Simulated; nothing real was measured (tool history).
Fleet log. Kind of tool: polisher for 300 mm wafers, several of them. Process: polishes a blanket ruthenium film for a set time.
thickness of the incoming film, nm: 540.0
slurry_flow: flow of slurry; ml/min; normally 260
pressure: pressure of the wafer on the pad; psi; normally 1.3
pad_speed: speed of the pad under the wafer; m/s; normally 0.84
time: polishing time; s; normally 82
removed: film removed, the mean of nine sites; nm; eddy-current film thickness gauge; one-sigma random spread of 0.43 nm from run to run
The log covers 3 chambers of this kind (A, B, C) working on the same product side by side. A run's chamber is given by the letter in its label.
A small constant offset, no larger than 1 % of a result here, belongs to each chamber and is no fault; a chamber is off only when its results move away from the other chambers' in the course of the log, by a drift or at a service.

| run | hour | slurry_flow | pressure | pad_speed | time | removed |
|---|---|---|---|---|---|---|
|  | 1.8 | chamber C: worn pad replaced by a new one |
| 1B | 9.6 | 260 | 1.3 | 0.84 | 82 | 43.659 |
| 2A | 15 | 260 | 1.3 | 0.84 | 82 | 44.395 |
| 3C | 19.4 | 260 | 1.3 | 0.84 | 82 | 44.336 |
| 4C | 26 | 260 | 1.3 | 0.84 | 82 | 43.115 |
| 5B | 32.7 | 260 | 1.3 | 0.84 | 82 | 43.66 |
| 6A | 39.4 | 260 | 1.3 | 0.84 | 82 | 43.431 |
|  | 45.5 | chamber B: worn pad replaced by a new one |
|  | 46.1 | chamber A: worn pad replaced by a new one |
| 7C | 48.5 | 260 | 1.3 | 0.84 | 82 | 42.671 |
|  | 51.4 | chamber C: head pressure recalibrated |
| 8B | 57.6 | 260 | 1.3 | 0.84 | 82 | 43.311 |
| 9A | 63.4 | 260 | 1.3 | 0.84 | 82 | 43.075 |
| 10C | 70.2 | 260 | 1.3 | 0.84 | 82 | 42.837 |
|  | 73.4 | chamber C: worn pad replaced by a new one |
| 11A | 78.4 | 260 | 1.3 | 0.84 | 82 | 44.028 |
| 12B | 85.7 | 260 | 1.3 | 0.84 | 82 | 44.277 |
| 13C | 90.1 | 260 | 1.3 | 0.84 | 82 | 43.109 |
|  | 93.2 | chamber B: head pressure recalibrated |
| 14A | 94.4 | 260 | 1.3 | 1.1 | 82 | 57.774 |
| 15B | 100.3 | 260 | 1.3 | 1.1 | 82 | 53.736 |
|  | 106.8 | chamber A: worn pad replaced by a new one |
| 16B | 107.3 | 260 | 1.3 | 1.1 | 82 | 53.261 |
| 17C | 114.4 | 260 | 1.3 | 0.84 | 82 | 43.233 |
| 18A | 122.8 | 260 | 1.3 | 0.84 | 82 | 43.374 |
|  | 126.1 | chamber B: worn pad replaced by a new one |
| 19A | 132.5 | 260 | 1.3 | 0.84 | 82 | 44.315 |
|  | 137.2 | chamber C: slurry nozzle cleaned |
| 20B | 140 | 260 | 1.3 | 0.84 | 82 | 41.376 |
| 21C | 148.9 | 260 | 1.3 | 0.84 | 82 | 43.094 |
|  | 150.5 | chamber C: worn pad replaced by a new one |
| 22B | 158.5 | 260 | 1.3 | 0.84 | 82 | 40.77 |
|  | 159 | chamber A: worn pad replaced by a new one |
| 23C | 165.8 | 260 | 1.3 | 0.84 | 82 | 43.082 |
| 24A | 171.6 | 260 | 1.3 | 0.84 | 82 | 43.625 |
| 25B | 177.3 | 260 | 1.3 | 0.84 | 82 | 41.325 |
| 26A | 182.4 | 260 | 1.3 | 0.84 | 82 | 43.725 |
| 27C | 190.5 | 260 | 1.3 | 0.84 | 82 | 43.204 |
|  | 195.7 | chamber A: slurry nozzle cleaned |
| 28C | 197.7 | 260 | 1.3 | 0.84 | 82 | 44.243 |
| 29A | 203.6 | 260 | 1.3 | 0.68 | 66 | 28.263 |
|  | 205.6 | chamber B: worn pad replaced by a new one |
| 30B | 208.2 | 260 | 1.3 | 0.68 | 66 | 26.916 |
| 31C | 214.1 | 260 | 1.3 | 0.68 | 66 | 27.862 |
| 32A | 221.1 | 260 | 1.3 | 0.84 | 82 | 43.291 |
|  | 222.6 | chamber C: worn pad replaced by a new one |
|  | 224.2 | chamber A: worn pad replaced by a new one |
| 33B | 227.9 | 260 | 1.3 | 0.84 | 82 | 41.697 |
| 34A | 235 | 260 | 1.3 | 0.84 | 82 | 44.455 |
| 35C | 241.9 | 260 | 1.3 | 0.84 | 82 | 43.962 |
| 36B | 247.7 | 260 | 1.3 | 0.84 | 82 | 41.775 |
| 37A | 255.1 | 260 | 1.3 | 0.84 | 82 | 43.594 |

Each of the 3 chambers runs these same settings next. Fill in every chamber's results:
| 38A | 262.1 | 260 | 1.3 | 0.84 | 82 | ? |
| 38B | 262.1 | 260 | 1.3 | 0.84 | 82 | ? |
| 38C | 262.1 | 260 | 1.3 | 0.84 | 82 | ? |

| run | removed |
|---|---|
| 38A | 44.12 |
| 38B | 41.713 |
| 38C | 42.947 |

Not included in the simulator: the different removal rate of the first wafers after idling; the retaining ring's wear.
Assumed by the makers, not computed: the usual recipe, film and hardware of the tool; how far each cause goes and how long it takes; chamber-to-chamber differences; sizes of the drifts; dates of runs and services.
